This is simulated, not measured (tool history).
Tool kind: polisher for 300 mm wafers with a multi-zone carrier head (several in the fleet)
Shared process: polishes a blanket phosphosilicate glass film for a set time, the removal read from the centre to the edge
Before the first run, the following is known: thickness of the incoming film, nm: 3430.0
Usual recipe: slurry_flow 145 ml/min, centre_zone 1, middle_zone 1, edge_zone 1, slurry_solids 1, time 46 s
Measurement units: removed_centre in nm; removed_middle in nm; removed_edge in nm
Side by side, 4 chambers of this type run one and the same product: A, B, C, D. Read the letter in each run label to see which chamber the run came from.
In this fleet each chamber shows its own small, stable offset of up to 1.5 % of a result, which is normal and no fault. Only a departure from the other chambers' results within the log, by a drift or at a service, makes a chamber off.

run     day  slurry_flow  centre_zone  middle_zone  edge_zone  slurry_solids  time  wafers polished on this pad  hours since the slurry nozzle was cleaned  hours since the centre zone pressure was calibrated  hours since the edge zone pressure was calibrated  removed_centre  removed_middle  removed_edge
      0.042  -- chamber A: worn pad replaced by a new one
 1D   0.292          145            1            1          1              1    46                          673                                      141.7                                                495.4                                              256.4          444.04          444.46        456.93
 2C   0.579          145            1            1          1              1    46                          677                                      298.6                                                541.8                                              355.2          453.64          440.91        441.95
 3A   0.846          145            1            1          1              1    46                          243                                      341.2                                                677.8                                              530.9          449.15          437.62        453.33
      1.083  -- chamber C: slurry nozzle cleaned
 4B   1.121          145            1            1          1              1    46                          378                                      333.4                                                322.4                                               1119          440.12          455.83        449.02
      1.442  -- chamber C: worn pad replaced by a new one
      1.483  -- chamber C: edge zone pressure recalibrated
      1.558  -- chamber D: worn pad replaced by a new one
 5D   1.562          145            1            1          1              1    46                            2                                      172.2                                                525.9                                              286.9          450.08          441.64        455.82
        1.7  -- chamber A: slurry nozzle cleaned
 6B   1.912          145            1            1          1              1    46                          617                                      352.4                                                341.4                                               1138          443.27          448.91         452.4
 7A   2.288          145            1            1          1              1    46                          679                                       14.1                                                712.4                                              565.5          453.53          443.67        454.43
 8C   2.558          145            1            1          1              1    46                          337                                       35.4                                                589.3                                               25.8          441.39          441.75        448.99
      2.683  -- chamber B: worn pad replaced by a new one
 9C    2.85          145            1            1          1              1    46                          425                                       42.4                                                596.3                                               32.8          444.84          455.21        449.82
      2.933  -- chamber A: worn pad replaced by a new one
10B   3.104          145            1            1          1              1    54                          128                                        381                                                  370                                             1166.6          529.14          527.52         540.8
11D   3.529          145            1            1          1              1    54                          596                                      219.4                                                573.1                                              334.1          524.56          527.71        529.21
      3.662  -- chamber B: edge zone pressure recalibrated
12A   4.038          145            1            1          1              1    54                          333                                       56.1                                                754.4                                              607.5          523.24          524.07        526.31
      4.267  -- chamber C: worn pad replaced by a new one
      4.471  -- chamber D: worn pad replaced by a new one
13D   4.571          145            1            1          1              1    54                           30                                      244.4                                                598.1                                              359.1          519.64          523.13        524.53
14B   5.096          145            1            1          1              1    46                          729                                      428.8                                                417.8                                               34.4          446.95          441.99        458.12
      5.283  -- chamber B: worn pad replaced by a new one
15C   5.554          145            1            1          1              1    46                          389                                      107.3                                                661.2                                               97.7          439.55           451.6        448.63
16A   6.058          190            1            1          1              1    46                          944                                      104.6                                                802.9                                                656          477.59          472.21        472.92
17B   6.338          190            1            1          1              1    46                          318                                      458.6                                                447.6                                               64.2          470.07          476.65        465.94
18A   6.588          190            1            1          1              1    46                         1104                                      117.3                                                815.6                                              668.7          478.21          461.42        471.16
      6.654  -- chamber A: worn pad replaced by a new one
      6.775  -- chamber D: centre zone pressure recalibrated
19D   6.858          190            1            1          1              1    46                          721                                      299.3                                                  2.1                                                414          475.21          471.26        466.43
20C   7.183          145            1            1          1              1    46                          881                                      146.4                                                700.3                                              136.8          450.35          437.43        443.55
      7.192  -- chamber C: worn pad replaced by a new one
      7.371  -- chamber D: worn pad replaced by a new one
21C   7.688          145            1            1          1              1    46                          150                                      158.5                                                712.4                                              148.9          446.11          452.58        438.91
      7.804  -- chamber B: worn pad replaced by a new one
22B   8.042          145            1            1          1              1    46                           72                                      499.5                                                488.5                                              105.1          446.45          447.55        461.23
23A     8.5          145            1            1          1              1    46                          558                                      163.2                                                861.5                                              714.6          464.99          438.02        451.59
      8.579  -- chamber C: centre zone pressure recalibrated
24D       9          145            1            1          1              1    46                          492                                      350.7                                                 53.5                                              465.4          439.14           444.5         448.3
25D   9.254          145            1            1          1              1    46                          569                                      356.8                                                 59.6                                              471.5          451.58          445.82        456.28
      9.571  -- chamber C: worn pad replaced by a new one
      9.588  -- chamber A: worn pad replaced by a new one
26B   9.729          145            1            1          1              1    46                          582                                        540                                                  529                                              145.6          451.67           449.4        454.47
     10.217  -- chamber B: worn pad replaced by a new one
27A  10.246          145            1            1          1              1    46                          199                                      205.1                                                903.4                                              756.5          472.14          448.05        452.98
     10.342  -- chamber D: worn pad replaced by a new one
28C  10.775          175            1            1       0.96              1    46                          364                                      232.6                                                 52.7                                                223          459.39          458.78        448.46
29B  11.275          175            1            1       0.96              1    46                          319                                      577.1                                                566.1                                              182.7          471.34          463.59        457.19
30A  11.546          175            1            1       0.96              1    46                          592                                      236.3                                                934.6                                              787.7          491.05          454.74         452.8
31C  11.975          175            1            1       0.96              1    46                          726                                      261.4                                                 81.5                                              251.8          455.71          459.71         455.1
32D  12.325          145            1            1          1              1    46                          599                                      430.5                                                133.3                                              545.2          443.63          445.82        454.25

Does one chamber stand apart from the rest, does the shared gauge drift, or is all well apart from small per-chamber offsets? Give the chamber and the most likely cause, where there is one.

One chamber, A, drifts off from the rest bit by bit.
What lies behind it: centre zone's pressure above its setpoint, % = 7.01.

Below are 4 candidate recipes for chamber A's next run, each the usual settings with a change, their results shown as question marks. Which of them brings A's results back in line with what the other chambers give on the usual settings?
In line here means within this much of the mean the other chambers give on the usual settings: removed_centre 16 nm; removed_middle 17 nm; removed_edge 22 nm
33A-1  12.729          140         0.94         1.01       1.02              1    46                                                                                                                                                                                               ?               ?             ?
33A-2  12.729          155         1.11         0.97       0.96              1    47                                                                                                                                                                                               ?               ?             ?
33A-3  12.729          150         1.06         0.99       0.98              1    46                                                                                                                                                                                               ?               ?             ?
33A-4  12.729          135         0.89         1.02       1.04              1    46                                                                                                                                                                                               ?               ?             ?

Usual-settings mean across the other chambers: removed_centre 446.91 nm; removed_middle 445.75 nm; removed_edge 449.83 nm
  run  removed_centre  removed_middle  removed_edge
33A-1          449.59          447.19        454.69
33A-2          561.85          448.87        456.78
33A-3          519.79          444.88        449.73
33A-4          420.04          447.94        456.88
33A-1 puts the chamber back in line with the other chambers.
